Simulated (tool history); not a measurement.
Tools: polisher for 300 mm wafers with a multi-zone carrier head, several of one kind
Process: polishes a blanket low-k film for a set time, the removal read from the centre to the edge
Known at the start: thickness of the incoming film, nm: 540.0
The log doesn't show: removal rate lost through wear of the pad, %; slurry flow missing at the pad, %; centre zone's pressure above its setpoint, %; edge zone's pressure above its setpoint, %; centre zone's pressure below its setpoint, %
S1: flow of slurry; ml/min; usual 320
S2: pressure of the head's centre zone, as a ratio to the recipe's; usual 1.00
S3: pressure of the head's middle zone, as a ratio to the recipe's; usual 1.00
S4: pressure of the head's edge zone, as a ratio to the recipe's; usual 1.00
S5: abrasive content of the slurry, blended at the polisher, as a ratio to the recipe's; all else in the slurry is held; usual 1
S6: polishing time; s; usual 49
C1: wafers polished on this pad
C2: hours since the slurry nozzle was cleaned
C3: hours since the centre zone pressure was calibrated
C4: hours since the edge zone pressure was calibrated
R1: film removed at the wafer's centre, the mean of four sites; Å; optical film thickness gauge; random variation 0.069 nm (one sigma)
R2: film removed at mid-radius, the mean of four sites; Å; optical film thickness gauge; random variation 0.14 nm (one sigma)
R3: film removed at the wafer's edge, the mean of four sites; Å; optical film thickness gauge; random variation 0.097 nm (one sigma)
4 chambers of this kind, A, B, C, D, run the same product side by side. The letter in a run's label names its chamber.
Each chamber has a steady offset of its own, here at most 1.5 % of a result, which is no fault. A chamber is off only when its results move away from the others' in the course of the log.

| run | hour | S1 | S2 | S3 | S4 | S5 | S6 | C1 | C2 | C3 | C4 | R1 | R2 | R3 |
|---|---|---|---|---|---|---|---|---|---|---|---|---|---|---|
| 1A | 14.9 | 320 | 1.00 | 1.00 | 1.00 | 1 | 49 | 427 | 17.8 | 574.7 | 478.5 | 97.008 | 98.328 | 97.148 |
| 2C | 27.6 | 320 | 1.00 | 1.00 | 1.00 | 1 | 49 | 483 | 185.0 | 149.3 | 273.5 | 97.496 | 98.569 | 97.648 |
| 3D | 36.9 | 320 | 1.00 | 1.00 | 1.00 | 1 | 49 | 1129 | 258.6 | 108.1 | 76.2 | 97.199 | 95.012 | 98.095 |
| 4B | 50.5 | 320 | 1.00 | 1.00 | 1.00 | 1 | 49 | 846 | 238.6 | 144.9 | 326.0 | 96.723 | 99.397 | 98.834 |
| 5C | 62.6 | 320 | 1.00 | 1.00 | 1.00 | 1 | 49 | 931 | 220.0 | 184.3 | 308.5 | 96.191 | 97.375 | 95.998 |
|  | 70.9 | chamber B: worn pad replaced by a new one |
|  | 74.6 | chamber C: worn pad replaced by a new one |
| 6A | 78.9 | 395 | 1.00 | 1.00 | 1.11 | 1 | 49 | 1245 | 81.8 | 638.7 | 542.5 | 97.883 | 97.781 | 104.480 |
|  | 82.4 | chamber A: worn pad replaced by a new one |
| 7B | 90.6 | 395 | 1.00 | 1.00 | 1.11 | 1 | 49 | 253 | 278.7 | 185.0 | 366.1 | 99.007 | 100.470 | 105.110 |
| 8D | 105.1 | 395 | 1.00 | 1.00 | 1.11 | 1 | 49 | 2001 | 326.8 | 176.3 | 144.4 | 98.736 | 98.242 | 103.760 |
|  | 116.3 | chamber B: edge zone pressure recalibrated |
| 9C | 120.3 | 395 | 1.00 | 1.00 | 1.11 | 1 | 49 | 585 | 277.7 | 242.0 | 366.2 | 99.222 | 101.090 | 104.420 |
|  | 128.3 | chamber A: edge zone pressure recalibrated |
| 10D | 134.1 | 320 | 1.00 | 1.00 | 1.00 | 1 | 49 | 2371 | 355.8 | 205.3 | 173.4 | 95.819 | 95.247 | 96.614 |
| 11A | 145.3 | 320 | 1.00 | 1.00 | 1.00 | 1 | 49 | 804 | 148.2 | 705.1 | 17.0 | 97.010 | 95.442 | 96.219 |
|  | 156.9 | chamber C: worn pad replaced by a new one |
| 12B | 160.6 | 320 | 1.00 | 1.00 | 1.00 | 1 | 49 | 1147 | 348.7 | 255.0 | 44.3 | 97.758 | 98.368 | 98.332 |
|  | 166.8 | chamber B: worn pad replaced by a new one |
|  | 170.9 | chamber A: worn pad replaced by a new one |
| 13C | 172.4 | 320 | 1.00 | 1.00 | 1.00 | 1 | 49 | 199 | 329.8 | 294.1 | 418.3 | 96.846 | 98.238 | 97.047 |
| 14D | 187.3 | 320 | 1.00 | 1.00 | 1.00 | 1 | 49 | 3051 | 409.0 | 258.5 | 226.6 | 95.961 | 95.824 | 95.780 |
|  | 189.2 | chamber C: centre zone pressure recalibrated |
| 15B | 200.8 | 215 | 1.00 | 1.00 | 1.00 | 1 | 49 | 435 | 388.9 | 295.2 | 84.5 | 94.142 | 93.510 | 95.483 |
| 16A | 216.9 | 215 | 1.00 | 1.00 | 1.00 | 1 | 49 | 588 | 219.8 | 776.7 | 88.6 | 92.362 | 93.470 | 94.784 |
| 17C | 225.1 | 215 | 1.00 | 1.00 | 1.00 | 1 | 49 | 873 | 382.5 | 36.0 | 471.0 | 94.020 | 95.812 | 93.259 |
| 18B | 232.9 | 215 | 1.00 | 1.00 | 1.00 | 1 | 49 | 846 | 421.0 | 327.3 | 116.6 | 92.638 | 93.657 | 94.984 |
| 19D | 241.6 | 320 | 1.00 | 1.00 | 1.00 | 1 | 49 | 3746 | 463.3 | 312.8 | 280.9 | 94.275 | 94.441 | 94.055 |
|  | 241.8 | chamber C: worn pad replaced by a new one |
|  | 252.3 | chamber A: worn pad replaced by a new one |
| 20A | 254.0 | 320 | 1.00 | 1.00 | 1.00 | 1 | 49 | 22 | 256.9 | 813.8 | 125.7 | 95.870 | 96.467 | 97.607 |
| 21D | 265.5 | 320 | 1.00 | 1.00 | 1.00 | 1 | 49 | 4051 | 487.2 | 336.7 | 304.8 | 93.045 | 95.724 | 94.164 |
|  | 273.3 | chamber B: worn pad replaced by a new one |
|  | 277.1 | chamber A: centre zone pressure recalibrated |
| 22A | 280.7 | 320 | 1.07 | 1.00 | 1.00 | 1 | 49 | 364 | 283.6 | 3.6 | 152.4 | 106.000 | 97.355 | 97.276 |
|  | 293.1 | chamber B: centre zone pressure recalibrated |
| 23C | 293.8 | 320 | 1.07 | 1.00 | 1.00 | 1 | 49 | 665 | 451.2 | 104.7 | 539.7 | 104.410 | 100.790 | 97.169 |
| 24B | 309.5 | 320 | 1.07 | 1.00 | 1.00 | 1 | 49 | 463 | 497.6 | 16.5 | 193.2 | 104.880 | 98.226 | 98.436 |
| 25D | 316.9 | 320 | 1.07 | 1.00 | 1.00 | 1 | 49 | 4708 | 538.6 | 388.1 | 356.2 | 99.753 | 93.326 | 95.254 |
|  | 324.2 | chamber C: worn pad replaced by a new one |
| 26A | 327.9 | 320 | 1.00 | 1.00 | 0.92 | 1 | 49 | 967 | 330.8 | 50.8 | 199.6 | 97.217 | 99.145 | 93.071 |
| 27C | 335.9 | 320 | 1.00 | 1.00 | 0.92 | 1 | 49 | 150 | 493.3 | 146.8 | 581.8 | 97.238 | 98.152 | 92.757 |
|  | 344.8 | chamber A: worn pad replaced by a new one |
| 28B | 345.8 | 320 | 1.00 | 1.00 | 0.92 | 1 | 49 | 927 | 533.9 | 52.8 | 229.5 | 96.767 | 99.426 | 93.004 |
|  | 358.9 | chamber B: worn pad replaced by a new one |
|  | 360.3 | chamber C: edge zone pressure recalibrated |
| 29B | 361.9 | 320 | 1.00 | 1.00 | 0.92 | 1 | 49 | 39 | 550.0 | 68.9 | 245.6 | 96.832 | 98.173 | 92.533 |
| 30A | 376.0 | 320 | 1.00 | 0.92 | 1.00 | 1 | 49 | 399 | 378.9 | 98.9 | 247.7 | 96.653 | 89.584 | 97.367 |
| 31C | 383.4 | 320 | 1.00 | 0.92 | 1.00 | 1 | 49 | 757 | 540.8 | 194.3 | 23.1 | 96.717 | 89.660 | 98.529 |
| 32D | 398.8 | 320 | 1.00 | 0.92 | 1.00 | 1 | 49 | 5755 | 620.5 | 470.0 | 438.1 | 91.977 | 84.299 | 91.497 |
| 33D | 411.0 | 320 | 1.00 | 0.92 | 1.00 | 1 | 49 | 5911 | 632.7 | 482.2 | 450.3 | 91.481 | 85.786 | 91.636 |
|  | 414.3 | chamber C: worn pad replaced by a new one |
|  | 419.9 | chamber B: slurry nozzle cleaned |
| 34B | 426.0 | 320 | 1.00 | 1.00 | 1.00 | 1 | 49 | 858 | 6.1 | 133.0 | 309.7 | 99.006 | 98.363 | 97.316 |
| 35C | 435.7 | 320 | 1.00 | 1.00 | 1.00 | 1 | 49 | 273 | 593.1 | 246.6 | 75.4 | 95.307 | 97.556 | 95.519 |
|  | 441.2 | chamber A: worn pad replaced by a new one |
| 36A | 447.2 | 320 | 1.00 | 1.00 | 1.00 | 1 | 49 | 77 | 450.1 | 170.1 | 318.9 | 96.809 | 96.364 | 95.183 |
| 37A | 463.3 | 320 | 0.91 | 1.00 | 1.00 | 1 | 49 | 283 | 466.2 | 186.2 | 335.0 | 87.235 | 96.407 | 97.284 |

Next, every chamber runs the same settings. What will each give?
| 38A | 475.0 | 320 | 1.00 | 1.00 | 1.00 | 1 | 49 |  |  |  |  | ? | ? | ? |
| 38B | 475.0 | 320 | 1.00 | 1.00 | 1.00 | 1 | 49 |  |  |  |  | ? | ? | ? |
| 38C | 475.0 | 320 | 1.00 | 1.00 | 1.00 | 1 | 49 |  |  |  |  | ? | ? | ? |
| 38D | 475.0 | 320 | 1.00 | 1.00 | 1.00 | 1 | 49 |  |  |  |  | ? | ? | ? |

| run | R1 | R2 | R3 |
|---|---|---|---|
| 38A | 97.221 | 95.798 | 97.367 |
| 38B | 97.465 | 98.618 | 98.251 |
| 38C | 98.512 | 100.920 | 96.858 |
| 38D | 90.666 | 92.454 | 91.677 |
